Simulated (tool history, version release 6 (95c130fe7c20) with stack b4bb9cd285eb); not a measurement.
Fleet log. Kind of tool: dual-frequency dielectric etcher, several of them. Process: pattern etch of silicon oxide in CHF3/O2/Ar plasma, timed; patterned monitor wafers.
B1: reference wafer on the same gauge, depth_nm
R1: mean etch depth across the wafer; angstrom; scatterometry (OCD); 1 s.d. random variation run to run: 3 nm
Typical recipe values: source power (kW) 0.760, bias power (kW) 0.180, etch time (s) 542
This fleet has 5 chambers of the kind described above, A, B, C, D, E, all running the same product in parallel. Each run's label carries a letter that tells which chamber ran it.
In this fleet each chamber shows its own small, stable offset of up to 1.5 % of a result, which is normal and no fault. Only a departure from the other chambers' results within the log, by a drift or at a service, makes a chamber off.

{"hour": 2.3, "done": "chamber A: wet clean of the chamber"}
{"run": "1B", "hour": 4.2, "source power (kW)": 0.76, "bias power (kW)": 0.18, "etch time (s)": 542, "B1": 1310.2, "R1": 11652.0}
{"run": "2D", "hour": 12.4, "source power (kW)": 0.76, "bias power (kW)": 0.18, "etch time (s)": 542, "B1": 1309.9, "R1": 11667.0}
{"run": "3A", "hour": 18.0, "source power (kW)": 0.76, "bias power (kW)": 0.18, "etch time (s)": 542, "B1": 1310.2, "R1": 11710.0}
{"hour": 21.1, "done": "chamber B: wet clean of the chamber"}
{"run": "4E", "hour": 23.6, "source power (kW)": 0.76, "bias power (kW)": 0.18, "etch time (s)": 542, "B1": 1310.1, "R1": 11646.0}
{"run": "5C", "hour": 28.2, "source power (kW)": 0.76, "bias power (kW)": 0.18, "etch time (s)": 542, "B1": 1309.2, "R1": 11615.0}
{"run": "6A", "hour": 33.8, "source power (kW)": 0.76, "bias power (kW)": 0.18, "etch time (s)": 542, "B1": 1309.8, "R1": 11807.0}
{"run": "7D", "hour": 39.9, "source power (kW)": 0.6, "bias power (kW)": 0.18, "etch time (s)": 623, "B1": 1308.9, "R1": 12280.0}
{"run": "8B", "hour": 45.6, "source power (kW)": 0.6, "bias power (kW)": 0.18, "etch time (s)": 623, "B1": 1310.1, "R1": 12211.0}
{"run": "9C", "hour": 51.4, "source power (kW)": 0.6, "bias power (kW)": 0.18, "etch time (s)": 623, "B1": 1310.4, "R1": 12130.0}
{"run": "10E", "hour": 59.7, "source power (kW)": 0.6, "bias power (kW)": 0.18, "etch time (s)": 623, "B1": 1309.9, "R1": 12219.0}
{"run": "11D", "hour": 66.7, "source power (kW)": 0.6, "bias power (kW)": 0.18, "etch time (s)": 623, "B1": 1310.2, "R1": 12266.0}
{"run": "12E", "hour": 74.3, "source power (kW)": 0.76, "bias power (kW)": 0.18, "etch time (s)": 542, "B1": 1310.5, "R1": 11663.0}
{"run": "13A", "hour": 80.2, "source power (kW)": 0.76, "bias power (kW)": 0.18, "etch time (s)": 542, "B1": 1309.7, "R1": 11791.0}
{"run": "14C", "hour": 88.3, "source power (kW)": 0.76, "bias power (kW)": 0.18, "etch time (s)": 542, "B1": 1310.5, "R1": 11605.0}
{"run": "15B", "hour": 93.4, "source power (kW)": 0.76, "bias power (kW)": 0.18, "etch time (s)": 542, "B1": 1310.2, "R1": 11681.0}
{"run": "16D", "hour": 101.7, "source power (kW)": 0.76, "bias power (kW)": 0.18, "etch time (s)": 542, "B1": 1310.6, "R1": 11669.0}
{"run": "17A", "hour": 107.7, "source power (kW)": 0.76, "bias power (kW)": 0.218, "etch time (s)": 542, "B1": 1310.6, "R1": 12604.0}
{"run": "18B", "hour": 113.6, "source power (kW)": 0.76, "bias power (kW)": 0.218, "etch time (s)": 542, "B1": 1310.3, "R1": 12427.0}
{"run": "19E", "hour": 119.0, "source power (kW)": 0.76, "bias power (kW)": 0.218, "etch time (s)": 542, "B1": 1310.9, "R1": 12415.0}
{"run": "20C", "hour": 127.3, "source power (kW)": 0.76, "bias power (kW)": 0.218, "etch time (s)": 542, "B1": 1310.8, "R1": 12362.0}
{"hour": 130.2, "done": "chamber E: source power generator calibrated"}
{"run": "21D", "hour": 134.6, "source power (kW)": 0.76, "bias power (kW)": 0.218, "etch time (s)": 542, "B1": 1309.6, "R1": 12475.0}
{"run": "22A", "hour": 143.3, "source power (kW)": 0.76, "bias power (kW)": 0.157, "etch time (s)": 477, "B1": 1309.1, "R1": 9906.0}
{"hour": 147.5, "done": "chamber C: wet clean of the chamber"}
{"run": "23B", "hour": 148.8, "source power (kW)": 0.76, "bias power (kW)": 0.157, "etch time (s)": 477, "B1": 1310.0, "R1": 9797.7}
{"run": "24C", "hour": 157.6, "source power (kW)": 0.76, "bias power (kW)": 0.157, "etch time (s)": 477, "B1": 1310.5, "R1": 9546.6}
{"run": "25E", "hour": 162.7, "source power (kW)": 0.76, "bias power (kW)": 0.157, "etch time (s)": 477, "B1": 1310.2, "R1": 9861.5}
{"run": "26A", "hour": 166.6, "source power (kW)": 0.76, "bias power (kW)": 0.157, "etch time (s)": 477, "B1": 1310.0, "R1": 9915.4}
{"run": "27D", "hour": 175.1, "source power (kW)": 0.76, "bias power (kW)": 0.18, "etch time (s)": 542, "B1": 1311.0, "R1": 11743.0}
{"run": "28E", "hour": 182.3, "source power (kW)": 0.76, "bias power (kW)": 0.18, "etch time (s)": 542, "B1": 1310.3, "R1": 11642.0}
{"run": "29C", "hour": 186.8, "source power (kW)": 0.76, "bias power (kW)": 0.18, "etch time (s)": 542, "B1": 1310.5, "R1": 11306.0}
{"run": "30B", "hour": 191.7, "source power (kW)": 0.76, "bias power (kW)": 0.18, "etch time (s)": 542, "B1": 1310.2, "R1": 11616.0}
{"run": "31C", "hour": 199.7, "source power (kW)": 0.76, "bias power (kW)": 0.14, "etch time (s)": 542, "B1": 1309.8, "R1": 10461.0}
{"run": "32B", "hour": 206.6, "source power (kW)": 0.76, "bias power (kW)": 0.14, "etch time (s)": 542, "B1": 1308.6, "R1": 10691.0}
{"run": "33A", "hour": 214.9, "source power (kW)": 0.76, "bias power (kW)": 0.14, "etch time (s)": 542, "B1": 1311.0, "R1": 10844.0}
{"run": "34E", "hour": 220.9, "source power (kW)": 0.76, "bias power (kW)": 0.14, "etch time (s)": 542, "B1": 1309.5, "R1": 10712.0}
{"run": "35D", "hour": 226.7, "source power (kW)": 0.76, "bias power (kW)": 0.14, "etch time (s)": 542, "B1": 1309.3, "R1": 10823.0}
{"run": "36C", "hour": 235.3, "source power (kW)": 0.76, "bias power (kW)": 0.18, "etch time (s)": 542, "B1": 1310.3, "R1": 11394.0}
{"run": "37D", "hour": 242.8, "source power (kW)": 0.76, "bias power (kW)": 0.18, "etch time (s)": 542, "B1": 1309.5, "R1": 11712.0}

Next, all 5 chambers run the settings below, one line each with question marks for the results. What does each chamber give?
{"run": "38A", "hour": 249.1, "source power (kW)": 0.76, "bias power (kW)": 0.18, "etch time (s)": 542, "R1": "?"}
{"run": "38B", "hour": 249.1, "source power (kW)": 0.76, "bias power (kW)": 0.18, "etch time (s)": 542, "R1": "?"}
{"run": "38C", "hour": 249.1, "source power (kW)": 0.76, "bias power (kW)": 0.18, "etch time (s)": 542, "R1": "?"}
{"run": "38D", "hour": 249.1, "source power (kW)": 0.76, "bias power (kW)": 0.18, "etch time (s)": 542, "R1": "?"}
{"run": "38E", "hour": 249.1, "source power (kW)": 0.76, "bias power (kW)": 0.18, "etch time (s)": 542, "R1": "?"}

run=38A R1=11707.0
run=38B R1=11648.0
run=38C R1=11366.0
run=38D R1=11744.0
run=38E R1=11647.0

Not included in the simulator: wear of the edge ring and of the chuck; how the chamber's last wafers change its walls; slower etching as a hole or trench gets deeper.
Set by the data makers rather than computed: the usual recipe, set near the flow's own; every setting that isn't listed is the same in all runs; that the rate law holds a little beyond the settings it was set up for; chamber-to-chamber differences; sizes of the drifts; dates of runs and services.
